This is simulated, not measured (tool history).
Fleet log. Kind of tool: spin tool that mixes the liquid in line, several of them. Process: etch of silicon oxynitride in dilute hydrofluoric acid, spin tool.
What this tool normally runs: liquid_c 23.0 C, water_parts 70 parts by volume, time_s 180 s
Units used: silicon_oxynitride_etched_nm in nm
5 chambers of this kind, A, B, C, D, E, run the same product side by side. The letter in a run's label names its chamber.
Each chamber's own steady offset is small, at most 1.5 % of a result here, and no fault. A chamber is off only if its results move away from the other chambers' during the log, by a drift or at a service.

| run | hour | liquid_c | water_parts | time_s | hours since the thermometer was replaced | hours since the hydrofluoric acid flow meter was replaced | read-back film thickness of the silicon oxynitride reference wafer, read on the same gauge (nm) | silicon_oxynitride_etched_nm |
|---|---|---|---|---|---|---|---|---|
| 1C | 4.9 | 23.0 | 70 | 180 | 583.9 | 122.2 | 50.020 | 5.2997 |
| 2B | 8.0 | 23.0 | 70 | 180 | 1211.8 | 2114.8 | 50.027 | 5.3517 |
| 3A | 10.9 | 23.0 | 70 | 180 | 189.4 | 481.0 | 50.013 | 5.2739 |
| 4E | 16.7 | 23.0 | 70 | 180 | 1840.4 | 476.4 | 50.000 | 5.2956 |
| 5D | 21.9 | 23.0 | 70 | 180 | 935.6 | 706.5 | 49.975 | 5.4136 |
| 6D | 25.4 | 23.0 | 70 | 180 | 939.1 | 710.0 | 50.001 | 5.3548 |
| 7E | 29.7 | 27.5 | 70 | 180 | 1853.4 | 489.4 | 50.025 | 6.5338 |
| 8C | 33.0 | 27.5 | 70 | 180 | 612.0 | 150.3 | 50.011 | 6.5818 |
| 9B | 38.7 | 27.5 | 70 | 180 | 1242.5 | 2145.5 | 50.043 | 6.6296 |
| 10A | 42.2 | 27.5 | 70 | 180 | 220.7 | 512.3 | 49.995 | 6.6388 |
| 11C | 47.1 | 27.5 | 70 | 180 | 626.1 | 164.4 | 50.001 | 6.5218 |
| 12E | 52.5 | 23.0 | 70 | 180 | 1876.2 | 512.2 | 50.005 | 5.3020 |
| 13A | 55.4 | 23.0 | 70 | 180 | 233.9 | 525.5 | 49.986 | 5.4279 |
| 14D | 60.2 | 23.0 | 70 | 180 | 973.9 | 744.8 | 50.028 | 5.4232 |
| 15B | 64.2 | 23.0 | 70 | 180 | 1268.0 | 2171.0 | 50.021 | 5.3586 |
| 16A | 69.8 | 23.0 | 70 | 180 | 248.3 | 539.9 | 50.016 | 5.5238 |
| 17B | 72.8 | 23.0 | 70 | 180 | 1276.6 | 2179.6 | 49.981 | 5.3430 |
| 18D | 76.0 | 23.0 | 70 | 180 | 989.7 | 760.6 | 50.009 | 5.4137 |
| 19E | 78.6 | 23.0 | 70 | 180 | 1902.3 | 538.3 | 49.951 | 5.3204 |
| 20C | 83.0 | 23.0 | 70 | 180 | 662.0 | 200.3 | 49.966 | 5.3041 |
| 21A | 86.4 | 23.0 | 70 | 180 | 264.9 | 556.5 | 49.997 | 5.7113 |
| 22B | 89.4 | 23.0 | 70 | 180 | 1293.2 | 2196.2 | 50.037 | 5.3612 |
| 23D | 94.9 | 23.0 | 70 | 180 | 1008.6 | 779.5 | 50.054 | 5.4594 |
| 24E | 99.4 | 23.0 | 70 | 180 | 1923.1 | 559.1 | 49.979 | 5.3294 |
| 25C | 104.1 | 23.0 | 70 | 180 | 683.1 | 221.4 | 49.993 | 5.2873 |
| 26A | 109.6 | 21.0 | 70 | 105 | 288.1 | 579.7 | 50.018 | 3.0478 |
| 27D | 115.1 | 21.0 | 70 | 105 | 1028.8 | 799.7 | 49.997 | 2.7913 |
| 28B | 118.0 | 21.0 | 70 | 105 | 1321.8 | 2224.8 | 50.024 | 2.8044 |
| 29C | 122.3 | 21.0 | 70 | 105 | 701.3 | 239.6 | 50.016 | 2.8044 |
| 30E | 125.0 | 21.0 | 70 | 105 | 1948.7 | 584.7 | 49.989 | 2.7953 |
| 31A | 128.6 | 23.0 | 70 | 180 | 307.1 | 598.7 | 50.016 | 5.7840 |
| 32B | 134.3 | 23.0 | 70 | 180 | 1338.1 | 2241.1 | 49.987 | 5.3201 |
| 33C | 137.8 | 23.0 | 70 | 250 | 716.8 | 255.1 | 49.993 | 7.4743 |
| 34D | 140.5 | 23.0 | 70 | 250 | 1054.2 | 825.1 | 50.047 | 7.5143 |
| 35E | 144.0 | 23.0 | 70 | 250 | 1967.7 | 603.7 | 50.011 | 7.3212 |

Next, every chamber runs the same settings. What will each give?
| 36A | 148.1 | 20.0 | 70 | 180 |  |  |  | ? |
| 36B | 148.1 | 20.0 | 70 | 180 |  |  |  | ? |
| 36C | 148.1 | 20.0 | 70 | 180 |  |  |  | ? |
| 36D | 148.1 | 20.0 | 70 | 180 |  |  |  | ? |
| 36E | 148.1 | 20.0 | 70 | 180 |  |  |  | ? |

| run | silicon_oxynitride_etched_nm |
|---|---|
| 36A | 5.1176 |
| 36B | 4.5959 |
| 36C | 4.5411 |
| 36D | 4.6494 |
| 36E | 4.5529 |
